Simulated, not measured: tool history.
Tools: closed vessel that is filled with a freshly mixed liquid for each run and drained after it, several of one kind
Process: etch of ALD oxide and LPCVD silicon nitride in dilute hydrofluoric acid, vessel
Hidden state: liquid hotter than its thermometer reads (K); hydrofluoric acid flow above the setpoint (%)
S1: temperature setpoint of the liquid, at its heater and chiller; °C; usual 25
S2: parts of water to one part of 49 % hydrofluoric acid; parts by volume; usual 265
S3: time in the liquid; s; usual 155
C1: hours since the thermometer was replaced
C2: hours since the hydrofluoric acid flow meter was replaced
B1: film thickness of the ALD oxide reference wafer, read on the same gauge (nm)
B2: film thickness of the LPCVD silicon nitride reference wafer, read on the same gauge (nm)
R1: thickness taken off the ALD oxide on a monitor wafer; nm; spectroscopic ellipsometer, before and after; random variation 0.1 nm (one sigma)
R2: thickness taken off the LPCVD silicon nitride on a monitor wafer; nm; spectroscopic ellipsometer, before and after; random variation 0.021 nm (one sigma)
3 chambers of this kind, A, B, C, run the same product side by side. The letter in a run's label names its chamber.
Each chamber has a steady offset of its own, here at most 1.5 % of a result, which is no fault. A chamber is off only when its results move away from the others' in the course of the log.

{"run": "1A", "hour": 10.4, "S1": 25, "S2": 265, "S3": 155, "C1": 585.4, "C2": 2134.4, "B1": 100.05, "B2": 149.99, "R1": 13.072, "R2": 0.25175}
{"run": "2C", "hour": 17.8, "S1": 25, "S2": 265, "S3": 155, "C1": 841, "C2": 344.9, "B1": 100.01, "B2": 149.99, "R1": 13.003, "R2": 0.29405}
{"run": "3B", "hour": 26.8, "S1": 25, "S2": 265, "S3": 155, "C1": 352.3, "C2": 1260.8, "B1": 100.01, "B2": 150.01, "R1": 12.966, "R2": 0.29864}
{"hour": 36.3, "done": "chamber A: thermometer replaced"}
{"run": "4B", "hour": 38.4, "S1": 25, "S2": 265, "S3": 155, "C1": 363.9, "C2": 1272.4, "B1": 100.02, "B2": 149.99, "R1": 12.889, "R2": 0.34963}
{"run": "5C", "hour": 44.7, "S1": 25, "S2": 265, "S3": 155, "C1": 867.9, "C2": 371.8, "B1": 100, "B2": 149.96, "R1": 12.816, "R2": 0.30046}
{"run": "6A", "hour": 57.0, "S1": 22.5, "S2": 265, "S3": 155, "C1": 20.7, "C2": 2181, "B1": 99.993, "B2": 150.01, "R1": 11.778, "R2": 0.25644}
{"run": "7C", "hour": 64.1, "S1": 22.5, "S2": 265, "S3": 155, "C1": 887.3, "C2": 391.2, "B1": 99.992, "B2": 150, "R1": 11.809, "R2": 0.27915}
{"run": "8A", "hour": 77.4, "S1": 22.5, "S2": 265, "S3": 155, "C1": 41.1, "C2": 2201.4, "B1": 100.03, "B2": 150, "R1": 11.825, "R2": 0.25615}
{"run": "9B", "hour": 88.0, "S1": 25, "S2": 265, "S3": 155, "C1": 413.5, "C2": 1322, "B1": 100, "B2": 150.04, "R1": 12.874, "R2": 0.31268}
{"run": "10C", "hour": 96.4, "S1": 25, "S2": 265, "S3": 155, "C1": 919.6, "C2": 423.5, "B1": 100.01, "B2": 150.01, "R1": 13.029, "R2": 0.34136}
{"run": "11A", "hour": 103.6, "S1": 25, "S2": 265, "S3": 155, "C1": 67.3, "C2": 2227.6, "B1": 99.977, "B2": 149.99, "R1": 12.856, "R2": 0.31539}
{"run": "12B", "hour": 115.1, "S1": 25, "S2": 265, "S3": 155, "C1": 440.6, "C2": 1349.1, "B1": 99.973, "B2": 150, "R1": 12.858, "R2": 0.29348}
{"run": "13B", "hour": 124.0, "S1": 25, "S2": 265, "S3": 155, "C1": 449.5, "C2": 1358, "B1": 100.01, "B2": 149.97, "R1": 12.836, "R2": 0.28852}
{"run": "14C", "hour": 132.5, "S1": 25, "S2": 265, "S3": 155, "C1": 955.7, "C2": 459.6, "B1": 99.978, "B2": 150, "R1": 12.816, "R2": 0.29793}
{"hour": 138.5, "done": "chamber C: thermometer replaced"}
{"run": "15A", "hour": 146.0, "S1": 25, "S2": 265, "S3": 155, "C1": 109.7, "C2": 2270, "B1": 100.01, "B2": 150.02, "R1": 12.731, "R2": 0.3117}
{"run": "16A", "hour": 153.9, "S1": 25, "S2": 265, "S3": 215, "C1": 117.6, "C2": 2277.9, "B1": 100.01, "B2": 149.99, "R1": 17.757, "R2": 0.48915}
{"run": "17C", "hour": 167.0, "S1": 25, "S2": 265, "S3": 215, "C1": 28.6, "C2": 494.1, "B1": 99.987, "B2": 150.02, "R1": 17.907, "R2": 0.38078}
{"run": "18B", "hour": 180.0, "S1": 25, "S2": 265, "S3": 215, "C1": 505.5, "C2": 1414, "B1": 100.01, "B2": 150.03, "R1": 18.266, "R2": 0.41927}
{"run": "19C", "hour": 188.1, "S1": 25, "S2": 265, "S3": 155, "C1": 49.7, "C2": 515.2, "B1": 100.01, "B2": 150, "R1": 12.92, "R2": 0.27465}
{"run": "20A", "hour": 195.9, "S1": 25, "S2": 265, "S3": 155, "C1": 159.6, "C2": 2319.9, "B1": 99.978, "B2": 150.01, "R1": 12.775, "R2": 0.30331}
{"run": "21B", "hour": 203.2, "S1": 26.5, "S2": 340, "S3": 155, "C1": 528.7, "C2": 1437.2, "B1": 99.983, "B2": 150.04, "R1": 10.014, "R2": 0.30294}
{"run": "22B", "hour": 214.4, "S1": 26.5, "S2": 340, "S3": 155, "C1": 539.9, "C2": 1448.4, "B1": 100, "B2": 150.01, "R1": 9.9563, "R2": 0.27912}
{"run": "23C", "hour": 224.0, "S1": 26.5, "S2": 340, "S3": 155, "C1": 85.6, "C2": 551.1, "B1": 99.966, "B2": 150, "R1": 9.7479, "R2": 0.29017}
{"hour": 233.5, "done": "chamber A: hydrofluoric acid flow meter replaced"}
{"run": "24A", "hour": 236.6, "S1": 25, "S2": 265, "S3": 155, "C1": 200.3, "C2": 3.2, "B1": 99.975, "B2": 150.03, "R1": 12.752, "R2": 0.29429}
{"run": "25C", "hour": 242.7, "S1": 25, "S2": 265, "S3": 155, "C1": 104.3, "C2": 569.8, "B1": 99.99, "B2": 150, "R1": 12.788, "R2": 0.28053}
{"run": "26B", "hour": 248.8, "S1": 25, "S2": 265, "S3": 155, "C1": 574.3, "C2": 1482.8, "B1": 100, "B2": 150.01, "R1": 13.269, "R2": 0.33203}
{"run": "27A", "hour": 258.8, "S1": 25, "S2": 265, "S3": 155, "C1": 222.5, "C2": 25.4, "B1": 100.02, "B2": 149.98, "R1": 12.726, "R2": 0.2977}
{"run": "28A", "hour": 271.6, "S1": 25, "S2": 265, "S3": 155, "C1": 235.3, "C2": 38.2, "B1": 100.03, "B2": 150.02, "R1": 12.801, "R2": 0.29868}
{"run": "29C", "hour": 284.2, "S1": 22.5, "S2": 265, "S3": 155, "C1": 145.8, "C2": 611.3, "B1": 100.02, "B2": 149.99, "R1": 11.79, "R2": 0.28929}
{"run": "30B", "hour": 297.4, "S1": 22.5, "S2": 265, "S3": 155, "C1": 622.9, "C2": 1531.4, "B1": 100.01, "B2": 150.01, "R1": 12.581, "R2": 0.30142}
{"run": "31A", "hour": 310.1, "S1": 22.5, "S2": 265, "S3": 155, "C1": 273.8, "C2": 76.7, "B1": 100.02, "B2": 150.03, "R1": 11.781, "R2": 0.25343}
{"run": "32C", "hour": 322.5, "S1": 25, "S2": 265, "S3": 155, "C1": 184.1, "C2": 649.6, "B1": 99.967, "B2": 150.01, "R1": 12.894, "R2": 0.3215}
{"run": "33B", "hour": 330.1, "S1": 25, "S2": 265, "S3": 155, "C1": 655.6, "C2": 1564.1, "B1": 100, "B2": 149.98, "R1": 13.565, "R2": 0.35688}
{"run": "34A", "hour": 337.9, "S1": 25, "S2": 265, "S3": 155, "C1": 301.6, "C2": 104.5, "B1": 99.993, "B2": 149.98, "R1": 12.76, "R2": 0.31154}
{"run": "35B", "hour": 351.3, "S1": 25, "S2": 265, "S3": 220, "C1": 676.8, "C2": 1585.3, "B1": 100.02, "B2": 149.98, "R1": 19.463, "R2": 0.49163}
{"run": "36C", "hour": 362.8, "S1": 25, "S2": 265, "S3": 220, "C1": 224.4, "C2": 689.9, "B1": 100.02, "B2": 150.01, "R1": 17.967, "R2": 0.46207}
{"run": "37A", "hour": 373.8, "S1": 25, "S2": 265, "S3": 220, "C1": 337.5, "C2": 140.4, "B1": 100, "B2": 150, "R1": 18.07, "R2": 0.3818}

What goes on in this fleet: one chamber off, a drifting gauge, or nothing beyond the chambers' own small offsets? Name the chamber and the cause, if any.

Chamber B drifts away from the others.
Cause: liquid hotter than its thermometer reads (K) = 2.07.

Here are 4 candidates for chamber B's next run, each the usual settings with a change, their results left as question marks. Which one brings its results back in line with what the others give on the usual settings?
In line means no further than this from the other chambers' mean on the usual settings: R1 0.35 nm; R2 0.072 nm
{"run": "38B-1", "hour": 383.7, "S1": 23.5, "S2": 250, "S3": 140, "R1": "?", "R2": "?"}
{"run": "38B-2", "hour": 383.7, "S1": 24.5, "S2": 260, "S3": 150, "R1": "?", "R2": "?"}
{"run": "38B-3", "hour": 383.7, "S1": 26.5, "S2": 280, "S3": 170, "R1": "?", "R2": "?"}
{"run": "38B-4", "hour": 383.7, "S1": 25.5, "S2": 270, "S3": 160, "R1": "?", "R2": "?"}

The other chambers' mean on the usual settings: R1 12.809 nm; R2 0.30003 nm
run=38B-1 R1=12.758 R2=0.30543
run=38B-2 R1=13.462 R2=0.33438
run=38B-3 R1=14.824 R2=0.39591
run=38B-4 R1=14.147 R2=0.36438
38B-1 brings the chamber back in line.
